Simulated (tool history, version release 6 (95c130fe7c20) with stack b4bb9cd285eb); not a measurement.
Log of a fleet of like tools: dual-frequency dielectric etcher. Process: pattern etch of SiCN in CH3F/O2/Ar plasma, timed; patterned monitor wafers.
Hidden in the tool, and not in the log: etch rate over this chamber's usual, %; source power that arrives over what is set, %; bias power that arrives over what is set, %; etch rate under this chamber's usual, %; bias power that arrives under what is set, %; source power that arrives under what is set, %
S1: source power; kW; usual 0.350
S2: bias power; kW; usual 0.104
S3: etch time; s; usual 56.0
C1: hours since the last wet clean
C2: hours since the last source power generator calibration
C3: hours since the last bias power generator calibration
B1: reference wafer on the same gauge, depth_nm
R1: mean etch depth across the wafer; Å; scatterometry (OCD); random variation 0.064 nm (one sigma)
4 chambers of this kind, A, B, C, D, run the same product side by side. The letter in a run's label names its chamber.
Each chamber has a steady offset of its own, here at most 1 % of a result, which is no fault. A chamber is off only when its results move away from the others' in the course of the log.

run   hour     S1     S2    S3     C1      C2      C3      B1      R1
 1C    2.9  0.350  0.104  56.0  465.8  1752.0   993.2  23.097  230.05
 2A    7.3  0.350  0.104  56.0  160.3    87.9   592.2  23.093  227.25
 3D   12.0  0.350  0.104  56.0  333.7  1164.2   315.3  23.106  227.33
 4B   17.3  0.350  0.104  56.0  169.8   296.7  1190.2  23.110  229.67
 5C   21.8  0.350  0.115  46.0  484.7  1770.9  1012.1  23.097  195.29
 6D   26.5  0.350  0.115  46.0  348.2  1178.7   329.8  23.102  193.13
 7A   29.9  0.350  0.115  46.0  182.9   110.5   614.8  23.103  194.80
 8B   36.2  0.350  0.115  46.0  188.7   315.6  1209.1  23.093  194.70
 9D   39.4  0.350  0.104  56.0  361.1  1191.6   342.7  23.089  228.01
10B   42.6  0.350  0.104  56.0  195.1   322.0  1215.5  23.112  228.40
      43.4  -- chamber D: wet clean of the chamber
11A   46.7  0.350  0.104  56.0  199.7   127.3   631.6  23.115  228.33
12C   50.5  0.350  0.104  56.0  513.4  1799.6  1040.8  23.113  229.58
13B   54.4  0.350  0.104  56.0  206.9   333.8  1227.3  23.089  226.67
14C   60.6  0.350  0.104  56.0  523.5  1809.7  1050.9  23.103  229.95
15D   64.4  0.350  0.104  56.0   21.0  1216.6   367.7  23.106  227.39
16A   69.3  0.350  0.104  56.0  222.3   149.9   654.2  23.101  227.51
17D   75.7  0.350  0.119  48.5   32.3  1227.9   379.0  23.104  208.45
18B   79.1  0.350  0.119  48.5  231.6   358.5  1252.0  23.098  205.32
19A   85.2  0.350  0.119  48.5  238.2   165.8   670.1  23.105  206.61
20C   89.0  0.350  0.119  48.5  551.9  1838.1  1079.3  23.100  209.26
21D   94.1  0.350  0.104  56.0   50.7  1246.3   397.4  23.114  225.76
22B   97.0  0.350  0.104  56.0  249.5   376.4  1269.9  23.113  223.54
23A  101.1  0.350  0.104  56.0  254.1   181.7   686.0  23.088  228.01
24C  104.1  0.350  0.104  56.0  567.0  1853.2  1094.4  23.111  230.24
25C  108.0  0.350  0.104  56.0  570.9  1857.1  1098.3  23.111  229.89
26D  112.4  0.350  0.104  56.0   69.0  1264.6   415.7  23.090  226.70

Next, every chamber runs the same settings. What will each give?
27A  117.1  0.350  0.104  56.0                   ?
27B  117.1  0.350  0.104  56.0                   ?
27C  117.1  0.350  0.104  56.0                   ?
27D  117.1  0.350  0.104  56.0                   ?

run      R1
27A  226.64
27B  221.50
27C  228.58
27D  226.56
